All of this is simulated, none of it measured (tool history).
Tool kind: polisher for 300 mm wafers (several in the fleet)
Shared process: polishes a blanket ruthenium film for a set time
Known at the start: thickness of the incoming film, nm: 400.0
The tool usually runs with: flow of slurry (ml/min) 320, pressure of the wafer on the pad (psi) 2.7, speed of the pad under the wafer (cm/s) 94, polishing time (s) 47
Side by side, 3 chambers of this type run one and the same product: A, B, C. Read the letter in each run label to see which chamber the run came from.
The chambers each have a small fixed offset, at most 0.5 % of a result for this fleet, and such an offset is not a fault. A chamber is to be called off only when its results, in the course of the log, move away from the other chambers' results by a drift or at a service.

run   hour  flow of slurry (ml/min)  pressure of the wafer on the pad (psi)  speed of the pad under the wafer (cm/s)  polishing time (s)  wafers polished on this pad  hours since the slurry nozzle was cleaned  hours since the head pressure was calibrated  film removed (Å)
 1A    3.7                      320                                     2.7                                       94                  47                          122                                       23.9                                        1193.3            608.01
       5.3  -- chamber B: worn pad replaced by a new one
 2C    7.7                      320                                     2.7                                       94                  47                         1380                                      108.3                                         269.8            610.43
 3B   11.8                      320                                     2.7                                       94                  47                           79                                      373.6                                         202.4            607.83
 4B   14.3                      320                                     2.7                                       94                  47                          109                                      376.1                                         204.9            616.71
 5A   18.8                      320                                     2.7                                       94                  47                          305                                       39.0                                        1208.4            606.92
 6C   23.9                      320                                     2.7                                       94                  47                         1576                                      124.5                                         286.0            605.93
 7C   26.3                      320                                     2.7                                       94                  47                         1606                                      126.9                                         288.4            602.27
      29.9  -- chamber C: worn pad replaced by a new one
 8B   31.0                      320                                     2.7                                       94                  47                          312                                      392.8                                         221.6            615.84
 9A   35.4                      320                                     2.7                                       94                  47                          506                                       55.6                                        1225.0            600.76
10B   37.9                      320                                     2.7                                       70                  47                          395                                      399.7                                         228.5            455.99
11A   42.4                      320                                     2.7                                       70                  47                          591                                       62.6                                        1232.0            445.75
12C   46.3                      320                                     2.7                                       70                  47                          199                                      146.9                                         308.4            451.17
13C   49.2                      320                                     2.7                                       94                  47                          234                                      149.8                                         311.3            617.15
14A   54.1                      320                                     2.7                                       94                  47                          733                                       74.3                                        1243.7            597.86
15B   57.7                      320                                     2.7                                       94                  47                          635                                      419.5                                         248.3            608.38
      59.8  -- chamber A: worn pad replaced by a new one
16A   60.4                      320                                     2.7                                       94                  47                            8                                       80.6                                        1250.0            606.19
      64.3  -- chamber A: head pressure recalibrated
17B   64.9                      320                                     2.7                                       94                  47                          722                                      426.7                                         255.5            616.79
18C   68.6                      320                                     2.7                                       94                  47                          469                                      169.2                                         330.7            612.70
      70.2  -- chamber B: worn pad replaced by a new one
19C   73.0                      320                                     2.7                                       94                  47                          523                                      173.6                                         335.1            612.26
20A   77.6                      320                                     2.7                                       94                  47                          216                                       97.8                                          13.4            547.12
21B   80.5                      320                                     2.7                                       94                  47                          125                                      442.3                                         271.1            616.13
22B   84.9                      320                                     2.7                                       94                  47                          179                                      446.7                                         275.5            620.12
23A   88.8                      320                                     2.7                                       94                  47                          352                                      109.0                                          24.6            551.47
24C   93.6                      230                                     2.7                                      118                  47                          772                                      194.2                                         355.7            748.70
25C   96.0                      230                                     2.7                                      118                  47                          801                                      196.6                                         358.1            753.80
26B   99.2                      230                                     2.7                                      118                  47                          352                                      461.0                                         289.8            743.50
27A  102.8                      320                                     2.7                                       94                  47                          521                                      123.0                                          38.6            561.21
28B  107.9                      320                                     2.7                                       94                  47                          457                                      469.7                                         298.5            605.39
29C  111.7                      320                                     2.7                                       94                  47                          992                                      212.3                                         373.8            603.72
30A  116.4                      280                                     2.7                                       94                  47                          686                                      136.6                                          52.2            545.24
31A  121.5                      280                                     2.7                                       94                  47                          748                                      141.7                                          57.3            546.58
     123.6  -- chamber A: worn pad replaced by a new one
32C  123.9                      280                                     2.7                                       94                  47                         1139                                      224.5                                         386.0            605.70
33B  128.3                      320                                     2.7                                       94                  47                          705                                      490.1                                         318.9            607.01
34C  132.3                      320                                     2.7                                       94                  47                         1241                                      232.9                                         394.4            614.96
35A  135.9                      320                                     2.7                                       94                  47                          149                                      156.1                                          71.7            549.48
36B  140.7                      320                                     2.7                                       94                  47                          855                                      502.5                                         331.3            619.04
37A  144.2                      320                                     2.7                                       94                  47                          249                                      164.4                                          80.0            552.45
     146.2  -- chamber B: worn pad replaced by a new one
38B  148.3                      320                                     2.7                                       94                  47                           26                                      510.1                                         338.9            609.92
39C  151.4                      320                                     2.7                                       94                  47                         1473                                      252.0                                         413.5            607.54
     152.9  -- chamber C: worn pad replaced by a new one
40A  153.8                      320                                     3.0                                       94                  47                          366                                      174.0                                          89.6            617.24
41C  157.8                      320                                     3.0                                       94                  47                           60                                      258.4                                         419.9            679.54

Predict what each chamber gives when all 3 of them run the settings below next.
42A  161.7                      320                                     2.7                                       94                  47                                                                                                                                       ?
42B  161.7                      320                                     2.7                                       94                  47                                                                                                                                       ?
42C  161.7                      320                                     2.7                                       94                  47                                                                                                                                       ?

run  film removed (Å)
42A            550.63
42B            613.67
42C            610.27
